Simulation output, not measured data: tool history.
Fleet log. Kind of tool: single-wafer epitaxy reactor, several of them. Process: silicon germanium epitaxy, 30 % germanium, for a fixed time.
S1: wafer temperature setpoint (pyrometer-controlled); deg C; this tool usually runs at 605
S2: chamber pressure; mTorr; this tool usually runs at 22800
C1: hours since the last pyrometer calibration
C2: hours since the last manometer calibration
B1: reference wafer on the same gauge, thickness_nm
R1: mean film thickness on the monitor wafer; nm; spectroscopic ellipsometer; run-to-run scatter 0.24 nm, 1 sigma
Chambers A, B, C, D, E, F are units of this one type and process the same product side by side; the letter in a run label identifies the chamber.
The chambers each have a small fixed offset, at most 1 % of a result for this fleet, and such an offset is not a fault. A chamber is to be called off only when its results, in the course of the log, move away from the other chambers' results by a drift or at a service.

run	day	S1	S2	C1	C2	B1	R1
1B	0.112	605	22800	821.5	2167.4	63.612	68.185
2F	0.229	605	22800	2242.9	247.3	63.598	67.667
3D	0.429	605	22800	1083	231.9	63.574	67.615
4C	0.525	605	22800	86.3	1991.2	63.582	68.573
5E	0.638	605	22800	1120.1	247.7	63.532	67.878
6A	0.788	605	22800	1573.6	838	63.588	67.856
7B	0.925	605	22800	841	2186.9	63.576	68.129
8E	1.079	605	22800	1130.7	258.3	63.595	67.294
9A	1.204	605	22800	1583.6	848	63.605	67.452
10C	1.379	605	22800	106.8	2011.7	63.587	68.607
# day 1.471: chamber B: pyrometer calibrated
11F	1.512	605	22800	2273.7	278.1	63.607	67.537
12D	1.621	605	22800	1111.6	260.5	63.596	68.016
13C	1.708	605	22800	114.7	2019.6	63.572	68.492
# day 1.883: chamber F: pyrometer calibrated
14E	1.892	605	22800	1150.2	277.8	63.617	67.577
15F	1.992	605	22800	2.6	289.6	63.604	65.28
16B	2.171	605	22800	16.8	2216.8	63.587	68.429
17D	2.262	605	22800	1127	275.9	63.615	67.813
18A	2.404	605	22800	1612.4	876.8	63.607	67.519
19E	2.496	605	22800	1164.7	292.3	63.586	67.369
20F	2.671	605	22800	18.9	305.9	63.589	65.135
21A	2.821	605	22800	1622.4	886.8	63.62	67.756
# day 2.917: chamber B: capacitance manometer re-zeroed and calibrated
22D	3.012	605	22800	1145	293.9	63.628	67.839
23B	3.188	610	25600	41.2	6.6	63.587	78.58
24C	3.317	610	25600	153.3	2058.2	63.58	77.845
25A	3.458	610	25600	1637.7	902.1	63.646	76.876
26C	3.562	610	25600	159.2	2064.1	63.555	78.384
27E	3.688	610	25600	1193.3	320.9	63.609	77.127
28D	3.879	610	25600	1165.8	314.7	63.607	78
29B	4.05	605	22800	61.9	27.3	63.601	67.868
30F	4.246	605	22800	56.7	343.7	63.603	65.03
31E	4.346	605	22800	1209.1	336.7	63.598	67.422
32F	4.529	605	22800	63.5	350.5	63.617	64.975
33C	4.667	612	25400	185.7	2090.6	63.525	81.173
34A	4.825	612	25400	1670.5	934.9	63.53	80.035
35B	4.988	612	25400	84.4	49.8	63.561	80.369
36D	5.175	612	25400	1196.9	345.8	63.605	80.235
37C	5.342	612	25400	201.9	2106.8	63.616	80.735
38F	5.467	612	25400	86	373	63.592	77.464
39A	5.6	605	22800	1689.1	953.5	63.64	67.817
40B	5.729	605	22800	102.2	67.6	63.584	68.56
41E	5.921	605	22800	1246.9	374.5	63.567	67.817

Predict what each chamber gives when all 6 of them run the settings below next.
42A	6.067	605	22800				?
42B	6.067	605	22800				?
42C	6.067	605	22800				?
42D	6.067	605	22800				?
42E	6.067	605	22800				?
42F	6.067	605	22800				?

run	R1
42A	67.355
42B	68.521
42C	68.247
42D	67.492
42E	68.098
42F	65.507
